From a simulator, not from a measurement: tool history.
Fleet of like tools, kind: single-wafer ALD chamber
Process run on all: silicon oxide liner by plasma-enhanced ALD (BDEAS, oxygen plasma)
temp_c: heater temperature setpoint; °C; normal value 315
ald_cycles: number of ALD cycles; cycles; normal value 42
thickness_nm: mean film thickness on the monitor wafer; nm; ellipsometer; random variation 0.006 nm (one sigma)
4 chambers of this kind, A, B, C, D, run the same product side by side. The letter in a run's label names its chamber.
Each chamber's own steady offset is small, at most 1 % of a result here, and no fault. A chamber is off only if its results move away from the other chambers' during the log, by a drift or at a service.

run	hour	temp_c	ald_cycles	hours since the last thermocouple change	read-back reference wafer on the same gauge, thickness_nm	thickness_nm
1C	7.7	315	42	1273	3.2502	3.7956
2B	20.3	315	42	299.9	3.2472	3.8134
3A	30	315	42	94.9	3.2472	3.817
4D	41.5	315	42	259.1	3.246	3.8264
5D	47.9	315	42	265.5	3.2453	3.8128
6A	53.5	315	42	118.4	3.2459	3.8249
7C	61.5	315	42	1326.8	3.2444	3.7887
8B	67.7	315	42	347.3	3.2443	3.8233
9D	75.1	315	42	292.7	3.244	3.8275
10B	80.9	326	42	360.5	3.2432	3.7519
11A	86.5	326	42	151.4	3.2429	3.7515
12C	95.1	326	42	1360.4	3.2407	3.7252
13B	104	326	42	383.6	3.241	3.7497
14D	114.1	321	48	331.7	3.2405	4.3372
15A	123.4	321	48	188.3	3.2373	4.3052
16C	134	321	48	1399.3	3.2364	4.261
17A	145.6	321	48	210.5	3.2368	4.3102
18C	157.3	315	42	1422.6	3.2347	3.7679
19B	163.7	315	42	443.3	3.2343	3.8113
20D	174.7	307	39	392.3	3.2347	3.5716
21B	182.9	307	39	462.5	3.2338	3.5655
22A	189.6	307	39	254.5	3.2323	3.5663
23C	199.1	307	39	1464.4	3.234	3.5412
24D	207.2	315	42	424.8	3.2303	3.8008
25D	213.4	315	42	431	3.2311	3.8017
26C	224.4	315	42	1489.7	3.2285	3.7609

The same settings go to every chamber for the next run, one line per chamber below. Forecast the results for each:
27A	233.5	315	48			?
27B	233.5	315	48			?
27C	233.5	315	48			?
27D	233.5	315	48			?

run	thickness_nm
27A	4.3257
27B	4.3358
27C	4.2934
27D	4.3474
